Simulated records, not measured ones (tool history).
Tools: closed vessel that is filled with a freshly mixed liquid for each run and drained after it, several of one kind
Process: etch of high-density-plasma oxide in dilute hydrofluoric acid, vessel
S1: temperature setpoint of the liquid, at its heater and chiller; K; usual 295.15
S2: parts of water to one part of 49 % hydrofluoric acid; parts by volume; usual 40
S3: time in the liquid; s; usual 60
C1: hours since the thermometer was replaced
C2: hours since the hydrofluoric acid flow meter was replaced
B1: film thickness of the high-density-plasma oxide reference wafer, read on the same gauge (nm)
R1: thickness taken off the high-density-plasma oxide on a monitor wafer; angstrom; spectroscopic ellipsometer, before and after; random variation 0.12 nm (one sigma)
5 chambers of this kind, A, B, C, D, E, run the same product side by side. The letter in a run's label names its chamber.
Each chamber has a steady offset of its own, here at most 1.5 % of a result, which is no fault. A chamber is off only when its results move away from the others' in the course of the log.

run   hour      S1  S2  S3      C1      C2      B1       R1
 1E   14.3  295.15  40  60  1194.9   436.1  89.985  123.150
 2C   25.7  295.15  40  60  1116.6  1043.3  89.999  123.360
 3B   36.8  295.15  40  60   469.5   128.0  90.004  125.790
 4A   45.5  295.15  40  60   634.0  1091.8  89.996  125.000
 5D   54.8  291.15  40  35   780.3   743.8  90.011   61.123
 6C   63.8  291.15  40  35  1154.7  1081.4  90.005   59.693
 7A   73.8  291.15  40  35   662.3  1120.1  89.994   60.487
 8E   82.0  291.15  40  35  1262.6   503.8  89.993   61.434
 9B   89.3  291.15  40  35   522.0   180.5  89.992   61.517
10D  102.4  295.15  40  60   827.9   791.4  89.988  124.300
11A  111.2  295.15  40  60   699.7  1157.5  89.994  125.200
12E  119.6  295.15  40  60  1300.2   541.4  90.004  125.490
13D  131.9  291.15  55  60   857.4   820.9  90.004   73.947
14B  141.8  291.15  55  60   574.5   233.0  90.000   74.778
15C  152.8  291.15  55  60  1243.7  1170.4  89.992   74.527
16B  164.0  291.15  55  60   596.7   255.2  90.005   74.653
17D  176.7  291.15  55  60   902.2   865.7  90.026   74.808
18A  183.1  295.15  40  60   771.6  1229.4  90.009  122.800
19E  196.8  295.15  40  60  1377.4   618.6  90.007  122.280
20C  206.5  295.15  40  60  1297.4  1224.1  90.005  123.100
21A  218.1  295.15  40  60   806.6  1264.4  89.990  125.450
22C  231.5  295.15  40  60  1322.4  1249.1  89.999  122.310
23D  240.9  295.15  40  60   966.4   929.9  90.012  125.520
24B  250.1  295.15  40  60   682.8   341.3  90.001  126.050
25E  260.9  295.15  40  60  1441.5   682.7  90.009  124.720
26C  269.6  295.15  40  60  1360.5  1287.2  89.993  126.360
27B  282.7  295.15  40  60   715.4   373.9  90.012  124.660
     291.3  -- chamber C: thermometer replaced
28A  296.0  295.15  40  60   884.5  1342.3  90.003  124.540
     299.6  -- chamber B: thermometer replaced
29E  309.4  295.15  25  40  1490.0   731.2  90.006  136.410
30D  316.5  295.15  25  40  1042.0  1005.5  90.020  135.770
31C  328.2  295.15  25  40    36.9  1345.8  89.992  134.660
32D  342.6  295.15  25  40  1068.1  1031.6  90.012  135.050
33E  356.1  295.15  25  40  1536.7   777.9  90.004  135.660
34B  366.6  295.15  40  60    67.1   457.8  90.005  126.340
35A  373.5  295.15  40  60   962.0  1419.8  89.977  122.840

What goes on in this fleet: one chamber off, a drifting gauge, or nothing beyond the chambers' own small offsets? Name the chamber and the cause, if any.

No chamber stands off beyond its own small offset, and the gauge holds steady.
